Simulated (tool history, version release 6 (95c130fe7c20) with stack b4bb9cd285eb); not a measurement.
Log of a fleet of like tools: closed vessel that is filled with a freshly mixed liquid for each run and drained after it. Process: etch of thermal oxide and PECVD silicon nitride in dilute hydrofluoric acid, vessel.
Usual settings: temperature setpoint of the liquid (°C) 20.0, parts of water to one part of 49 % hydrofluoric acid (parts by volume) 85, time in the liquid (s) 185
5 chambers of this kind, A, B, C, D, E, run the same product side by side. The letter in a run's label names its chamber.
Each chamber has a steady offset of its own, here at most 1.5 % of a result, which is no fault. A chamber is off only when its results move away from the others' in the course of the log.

run	day	temperature setpoint of the liquid (°C)	parts of water to one part of 49 % hydrofluoric acid (parts by volume)	time in the liquid (s)	hours since the thermometer was replaced	hours since the hydrofluoric acid flow meter was replaced	read-back film thickness of the thermal oxide reference wafer, read on the same gauge (nm)	read-back film thickness of the PECVD silicon nitride reference wafer, read on the same gauge (nm)	thickness taken off the thermal oxide on a monitor wafer (angstrom)	thickness taken off the PECVD silicon nitride on a monitor wafer (angstrom)
1D	0.492	20.0	85	185	841.5	1580.7	70.046	70.002	92.456	65.465
2C	0.896	20.0	85	185	151.7	508.1	70.028	70.020	89.765	67.767
3A	1.246	20.0	85	185	2008.8	1737.6	69.997	70.008	92.759	66.491
4E	1.667	20.0	85	185	1749.9	554.5	69.997	70.009	92.775	65.221
5B	2.312	20.0	50	90	92.6	964.9	69.973	69.995	77.221	53.931
6A	2.612	20.0	50	90	2041.6	1770.4	70.005	69.995	79.638	55.434
7D	3.092	20.0	50	90	903.9	1643.1	69.967	70.005	78.663	52.666
# day 3.371: chamber E: hydrofluoric acid flow meter replaced
8E	3.704	20.0	50	90	1798.8	8.0	70.018	69.989	79.580	54.575
# day 4.067: chamber B: hydrofluoric acid flow meter replaced
9B	4.100	20.0	50	90	135.5	0.8	69.988	69.998	78.034	53.548
10C	4.683	20.0	85	185	242.6	599.0	70.021	69.994	91.096	66.937
11B	5.150	20.0	85	185	160.7	26.0	69.986	69.982	90.998	64.878
12E	5.525	17.5	85	185	1842.5	51.7	70.000	69.990	81.893	56.366
13C	5.896	17.5	85	185	271.7	628.1	69.999	70.017	82.055	56.458
14A	6.529	17.5	85	185	2135.6	1864.4	69.989	69.991	83.424	56.518
# day 6.567: chamber C: hydrofluoric acid flow meter replaced
15D	7.058	17.5	85	185	999.1	1738.3	70.032	70.002	80.863	55.868
16A	7.425	17.5	85	185	2157.1	1885.9	70.037	70.012	82.905	56.115
17B	7.858	20.0	85	185	225.7	91.0	69.981	69.981	93.063	66.931
18C	8.192	20.0	85	185	326.8	39.1	69.993	69.987	91.833	68.255
19D	8.488	20.0	85	185	1033.4	1772.6	69.978	70.020	91.982	64.816
20E	8.912	20.0	85	185	1923.8	133.0	70.019	69.983	94.693	68.572
21C	9.258	20.0	85	185	352.4	64.7	70.038	69.973	91.448	66.368
22E	9.846	20.0	85	185	1946.2	155.4	70.000	70.014	93.318	68.607
23A	10.488	20.0	85	185	2230.6	1959.4	70.015	70.009	92.727	67.611
24B	10.975	20.0	85	185	300.5	165.8	70.020	69.992	91.219	65.311
25D	11.450	20.0	85	185	1104.5	1843.7	70.012	69.987	90.620	65.472
26D	12.071	20.0	85	185	1119.4	1858.6	70.058	70.010	91.849	65.422
27E	12.496	24.0	110	185	2009.8	219.0	70.038	70.012	82.726	70.405
# day 12.529: chamber A: hydrofluoric acid flow meter replaced
28B	13.083	24.0	110	185	351.1	216.4	69.998	70.000	81.228	67.384
29A	13.425	24.0	110	185	2301.1	21.6	70.018	69.986	82.702	68.384
30C	13.938	24.0	110	185	464.7	177.0	69.977	70.001	80.815	67.715
31E	14.388	24.0	110	185	2055.2	264.4	69.985	70.000	85.290	71.422
32C	14.996	20.0	85	120	490.1	202.4	69.950	69.984	59.068	43.933
33D	15.596	20.0	85	120	1204.0	1943.2	70.001	69.985	59.242	42.789
34B	16.050	20.0	85	120	422.3	287.6	70.010	69.974	59.278	42.739
35A	16.708	20.0	85	120	2379.9	100.4	70.038	70.016	59.829	43.257
36E	17.350	20.0	85	120	2126.3	335.5	69.996	69.997	62.916	46.493
37C	17.975	20.0	85	185	561.6	273.9	69.993	69.984	91.310	67.604
38B	18.546	22.5	85	185	482.2	347.5	69.976	70.009	100.050	79.487
# day 18.933: chamber D: hydrofluoric acid flow meter replaced
39D	18.983	22.5	85	185	1285.3	1.3	69.979	69.999	102.100	76.784

Is one chamber off against the others, does the gauge drift, or is nothing wrong? If a chamber is off, say which, and what the likeliest cause is.

Chamber E drifts away from the others.
Cause: liquid hotter than its thermometer reads (K) = 1.41.

Here are 4 candidates for chamber E's next run, each the usual settings with a change, their results left as question marks. Which one brings its results back in line with what the others give on the usual settings?
In line means no further than this from the other chambers' mean on the usual settings: thickness taken off the thermal oxide on a monitor wafer (angstrom) 3.000; thickness taken off the PECVD silicon nitride on a monitor wafer (angstrom) 2.100
40E-1	19.458	21.0	85	190					?	?
40E-2	19.458	20.5	85	185					?	?
40E-3	19.458	19.5	85	185					?	?
40E-4	19.458	19.0	85	180					?	?

The other chambers' mean on the usual settings: thickness taken off the thermal oxide on a monitor wafer (angstrom) 91.710; thickness taken off the PECVD silicon nitride on a monitor wafer (angstrom) 66.486
run	thickness taken off the thermal oxide on a monitor wafer (angstrom)	thickness taken off the PECVD silicon nitride on a monitor wafer (angstrom)
40E-1	103.680	79.266
40E-2	98.961	74.675
40E-3	94.989	69.786
40E-4	90.535	65.626
40E-4 brings the chamber back in line.
